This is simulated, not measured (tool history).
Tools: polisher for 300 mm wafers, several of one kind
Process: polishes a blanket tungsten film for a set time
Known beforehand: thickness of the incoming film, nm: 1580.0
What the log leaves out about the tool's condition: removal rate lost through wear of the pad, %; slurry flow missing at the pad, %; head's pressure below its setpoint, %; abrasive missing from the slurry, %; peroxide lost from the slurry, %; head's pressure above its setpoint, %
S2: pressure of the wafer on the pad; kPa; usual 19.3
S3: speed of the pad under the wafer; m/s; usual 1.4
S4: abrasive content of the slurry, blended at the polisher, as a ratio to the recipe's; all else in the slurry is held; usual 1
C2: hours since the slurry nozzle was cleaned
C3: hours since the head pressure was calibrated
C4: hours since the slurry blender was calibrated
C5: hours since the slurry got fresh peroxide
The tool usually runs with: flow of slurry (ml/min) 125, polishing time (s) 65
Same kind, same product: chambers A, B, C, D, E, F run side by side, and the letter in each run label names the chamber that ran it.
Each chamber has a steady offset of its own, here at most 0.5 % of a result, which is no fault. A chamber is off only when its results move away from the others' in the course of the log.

At hour 2: chamber C: worn pad replaced by a new one.
Run 1F, hour 3.8: usual settings; wafers polished on this pad 818; C2 211.1; C3 180.4; C4 98; C5 123.4. Result: film removed (angstrom) 3047.
Run 2B, hour 7.6: usual settings; wafers polished on this pad 588; C2 899.1; C3 706.9; C4 82.7; C5 51. Result: film removed (angstrom) 3052.6.
Run 3A, hour 10: usual settings; wafers polished on this pad 415; C2 190.3; C3 542.1; C4 176.7; C5 25.3. Result: film removed (angstrom) 3050.
At hour 11: chamber E: slurry tank refilled with fresh slurry and peroxide.
Run 4D, hour 12.4: usual settings; wafers polished on this pad 273; C2 73.5; C3 64.8; C4 77.2; C5 70.6. Result: film removed (angstrom) 3062.6.
At hour 13.2: chamber B: worn pad replaced by a new one.
At hour 15.5: chamber C: slurry tank refilled with fresh slurry and peroxide.
Run 5C, hour 16.1: usual settings; wafers polished on this pad 132; C2 41.9; C3 278.3; C4 131.1; C5 0.7. Result: film removed (angstrom) 3073.4.
Run 6E, hour 19: usual settings; wafers polished on this pad 369; C2 219.8; C3 486.5; C4 27.7; C5 8.1. Result: film removed (angstrom) 3050.4.
Run 7D, hour 21.9: usual settings; wafers polished on this pad 361; C2 83; C3 74.3; C4 86.7; C5 80.1. Result: film removed (angstrom) 3088.7.
At hour 23.5: chamber B: slurry nozzle cleaned.
Run 8C, hour 25.3: usual settings; wafers polished on this pad 217; C2 51.1; C3 287.5; C4 140.3; C5 9.9. Result: film removed (angstrom) 3082.6.
Run 9B, hour 29.4: usual settings; wafers polished on this pad 151; C2 6; C3 728.7; C4 104.5; C5 72.8. Result: film removed (angstrom) 3032.1.
At hour 30.7: chamber F: worn pad replaced by a new one.
Run 10F, hour 32.2: usual settings; wafers polished on this pad 14; C2 239.5; C3 208.8; C4 126.4; C5 151.8. Result: film removed (angstrom) 3067.3.
At hour 35.6: chamber E: worn pad replaced by a new one.
Run 11A, hour 35.6: usual settings; wafers polished on this pad 654; C2 215.9; C3 567.7; C4 202.3; C5 50.9. Result: film removed (angstrom) 3123.3.
At hour 37.7: chamber D: worn pad replaced by a new one.
Run 12E, hour 37.8: usual settings; wafers polished on this pad 20; C2 238.6; C3 505.3; C4 46.5; C5 26.9. Result: film removed (angstrom) 3074.9.
Run 13A, hour 41.6: usual settings; wafers polished on this pad 710; C2 221.9; C3 573.7; C4 208.3; C5 56.9. Result: film removed (angstrom) 3054.2.
Run 14E, hour 44.7: usual settings; wafers polished on this pad 84; C2 245.5; C3 512.2; C4 53.4; C5 33.8. Result: film removed (angstrom) 3114.4.
At hour 45.4: chamber A: head pressure recalibrated.
Run 15D, hour 46.6: usual settings; wafers polished on this pad 83; C2 107.7; C3 99; C4 111.4; C5 104.8. Result: film removed (angstrom) 3078.5.
Run 16C, hour 48.8: usual settings; wafers polished on this pad 436; C2 74.6; C3 311; C4 163.8; C5 33.4. Result: film removed (angstrom) 3065.5.
At hour 50.9: chamber D: slurry blender recalibrated.
Run 17B, hour 51.2: usual settings; wafers polished on this pad 354; C2 27.8; C3 750.5; C4 126.3; C5 94.6. Result: film removed (angstrom) 3081.1.
At hour 52.7: chamber F: slurry tank refilled with fresh slurry and peroxide.
Run 18F, hour 53.4: usual settings; wafers polished on this pad 211; C2 260.7; C3 230; C4 147.6; C5 0.7. Result: film removed (angstrom) 3080.3.
Run 19A, hour 56: usual settings; wafers polished on this pad 844; C2 236.3; C3 10.7; C4 222.7; C5 71.3. Result: film removed (angstrom) 2907.2.
At hour 60.2: chamber A: worn pad replaced by a new one.
Run 20F, hour 60.4: usual settings; wafers polished on this pad 277; C2 267.7; C3 237; C4 154.6; C5 7.7. Result: film removed (angstrom) 3076.8.
Run 21D, hour 62.9: usual settings; wafers polished on this pad 235; C2 124; C3 115.3; C4 12; C5 121.1. Result: film removed (angstrom) 3077.5.
Run 22E, hour 65.8: usual settings; wafers polished on this pad 281; C2 266.6; C3 533.3; C4 74.5; C5 54.9. Result: film removed (angstrom) 3086.1.
Run 23C, hour 68.3: usual settings; wafers polished on this pad 618; C2 94.1; C3 330.5; C4 183.3; C5 52.9. Result: film removed (angstrom) 3083.2.
At hour 69: chamber B: slurry blender recalibrated.
At hour 71.4: chamber B: worn pad replaced by a new one.
At hour 72.2: chamber E: slurry tank refilled with fresh slurry and peroxide.
Run 24B, hour 72.7: usual settings; wafers polished on this pad 12; C2 49.3; C3 772; C4 3.8; C5 116.1. Result: film removed (angstrom) 3047.
Run 25C, hour 75.9: usual settings; wafers polished on this pad 689; C2 101.7; C3 338.1; C4 190.9; C5 60.5. Result: film removed (angstrom) 3074.3.
Run 26B, hour 78.4: usual settings; wafers polished on this pad 65; C2 55; C3 777.7; C4 9.5; C5 121.8. Result: film removed (angstrom) 3045.5.
At hour 79.5: chamber B: slurry tank refilled with fresh slurry and peroxide.
Run 27A, hour 81.6: usual settings; wafers polished on this pad 199; C2 261.9; C3 36.3; C4 248.3; C5 96.9. Result: film removed (angstrom) 2928.1.
Run 28D, hour 83.8: usual settings; wafers polished on this pad 430; C2 144.9; C3 136.2; C4 32.9; C5 142. Result: film removed (angstrom) 3042.3.
Run 29F, hour 86.8: usual settings; wafers polished on this pad 523; C2 294.1; C3 263.4; C4 181; C5 34.1. Result: film removed (angstrom) 3060.3.
Run 30E, hour 91.3: usual settings; wafers polished on this pad 519; C2 292.1; C3 558.8; C4 100; C5 19.1. Result: film removed (angstrom) 3085.4.
At hour 91.6: chamber D: worn pad replaced by a new one.
Run 31C, hour 94.4: usual settings; wafers polished on this pad 861; C2 120.2; C3 356.6; C4 209.4; C5 79. Result: film removed (angstrom) 3111.2.
Run 32D, hour 98.2: usual settings; wafers polished on this pad 61; C2 159.3; C3 150.6; C4 47.3; C5 156.4. Result: film removed (angstrom) 3038.7.
Run 33B, hour 102.1: usual settings but polishing time (s) 77; wafers polished on this pad 286; C2 78.7; C3 801.4; C4 33.2; C5 22.6. Result: film removed (angstrom) 3670.4.
At hour 105.3: chamber E: worn pad replaced by a new one.
Run 34E, hour 106.4: usual settings but polishing time (s) 77; wafers polished on this pad 10; C2 307.2; C3 573.9; C4 115.1; C5 34.2. Result: film removed (angstrom) 3673.7.
Run 35F, hour 109.3: usual settings but polishing time (s) 77; wafers polished on this pad 732; C2 316.6; C3 285.9; C4 203.5; C5 56.6. Result: film removed (angstrom) 3603.7.
At hour 111: chamber A: slurry tank refilled with fresh slurry and peroxide.
Run 36A, hour 111.3: usual settings but polishing time (s) 77; wafers polished on this pad 476; C2 291.6; C3 66; C4 278; C5 0.4. Result: film removed (angstrom) 3434.9.

Predict what each chamber gives when all 6 of them run the settings below next.
Run 37A, hour 114.5: usual settings. Result: film removed (angstrom) ?.
Run 37B, hour 114.5: usual settings. Result: film removed (angstrom) ?.
Run 37C, hour 114.5: usual settings. Result: film removed (angstrom) ?.
Run 37D, hour 114.5: usual settings. Result: film removed (angstrom) ?.
Run 37E, hour 114.5: usual settings. Result: film removed (angstrom) ?.
Run 37F, hour 114.5: usual settings. Result: film removed (angstrom) ?.

run  film removed (angstrom)
37A                   2907.7
37B                   3073.1
37C                   3083.6
37D                     3034
37E                   3098.1
37F                   3046.3
